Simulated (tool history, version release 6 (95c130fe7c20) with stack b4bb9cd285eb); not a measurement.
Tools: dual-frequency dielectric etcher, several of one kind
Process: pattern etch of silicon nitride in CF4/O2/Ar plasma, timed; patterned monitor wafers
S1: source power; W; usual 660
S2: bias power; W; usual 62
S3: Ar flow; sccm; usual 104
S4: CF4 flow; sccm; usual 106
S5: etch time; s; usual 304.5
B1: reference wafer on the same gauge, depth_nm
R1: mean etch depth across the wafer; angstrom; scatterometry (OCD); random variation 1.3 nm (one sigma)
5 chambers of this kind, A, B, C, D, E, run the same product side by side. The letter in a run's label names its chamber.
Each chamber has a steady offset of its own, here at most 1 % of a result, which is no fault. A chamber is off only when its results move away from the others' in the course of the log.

run,hour,S1,S2,S3,S4,S5,B1,R1
1E,8.8,660,62,104,106,304.5,717.62,7987.5
2A,16.8,660,62,104,106,304.5,717.47,8019.8
3D,22.1,660,62,104,106,304.5,717.83,7957.3
4C,30.1,660,62,104,106,304.5,717.69,7931.0
5B,35.9,660,62,104,106,304.5,717.75,7943.9
# hour 37.7: chamber D: CF4 flow controller replaced
6C,42.8,660,62,104,106,304.5,717.32,7930.0
7E,47.5,660,62,104,106,304.5,717.11,7976.9
# hour 55.9: chamber A: wet clean of the chamber
8B,57.0,660,62,104,106,304.5,717.04,7966.2
# hour 57.6: chamber E: Ar flow controller replaced
9A,61.4,660,62,104,106,304.5,717.15,7999.5
10D,68.4,660,62,104,106,304.5,716.86,7976.8
11A,74.5,660,62,104,106,304.5,716.86,8003.2
12C,84.1,660,62,104,106,304.5,716.82,7905.8
13E,89.2,660,62,104,106,304.5,716.58,7991.1
14D,94.6,660,62,104,106,304.5,716.58,7979.7
15B,101.4,660,62,104,106,230.0,716.47,6009.4
16A,109.9,660,62,104,106,230.0,716.09,6027.7
# hour 115.1: chamber C: source power generator calibrated
17B,117.9,660,62,104,106,230.0,715.94,6012.0
18C,122.8,660,62,104,106,230.0,715.81,5982.7
19D,132.0,660,62,104,106,230.0,715.89,6000.9
20E,140.5,660,62,104,106,304.5,715.73,7957.6
21A,146.5,660,62,104,106,304.5,715.42,7995.7
22E,153.0,660,62,104,106,304.5,715.76,7964.7
23D,160.8,660,62,104,106,304.5,715.45,7961.7
24B,170.6,660,62,104,106,304.5,715.13,7966.8
# hour 174.9: chamber E: wet clean of the chamber
25C,176.2,660,62,104,82,304.5,715.08,7672.7
26B,183.2,660,62,104,82,304.5,715.06,7713.0
27D,188.2,660,62,104,82,304.5,715.20,7715.2
28A,193.6,660,62,104,82,304.5,714.76,7724.5
29E,199.9,660,62,104,82,304.5,714.86,7717.9
# hour 206.2: chamber C: wet clean of the chamber
# hour 209.1: chamber B: Ar flow controller replaced
30C,209.9,660,62,104,106,304.5,714.58,7926.1
31B,216.6,660,62,104,106,304.5,714.12,7929.7
32D,224.3,660,62,104,106,304.5,714.28,7918.0
33A,230.8,660,62,104,106,304.5,714.28,7987.6
34C,236.2,660,62,104,106,304.5,713.96,7903.5
35E,241.5,660,62,104,106,304.5,713.85,7959.7
36A,247.0,660,62,104,106,304.5,714.14,7954.9
37D,255.4,660,62,104,106,273.5,713.75,7127.4
38E,263.2,660,62,104,106,273.5,713.30,7156.6
39B,270.1,660,62,104,106,273.5,713.41,7121.8
40C,277.1,660,62,104,106,273.5,713.19,7093.7

Next, every chamber runs the same settings. What will each give?
41A,284.4,660,62,104,106,304.5,,?
41B,284.4,660,62,104,106,304.5,,?
41C,284.4,660,62,104,106,304.5,,?
41D,284.4,660,62,104,106,304.5,,?
41E,284.4,660,62,104,106,304.5,,?

run,R1
41A,7976.6
41B,7923.3
41C,7906.0
41D,7895.0
41E,7956.9

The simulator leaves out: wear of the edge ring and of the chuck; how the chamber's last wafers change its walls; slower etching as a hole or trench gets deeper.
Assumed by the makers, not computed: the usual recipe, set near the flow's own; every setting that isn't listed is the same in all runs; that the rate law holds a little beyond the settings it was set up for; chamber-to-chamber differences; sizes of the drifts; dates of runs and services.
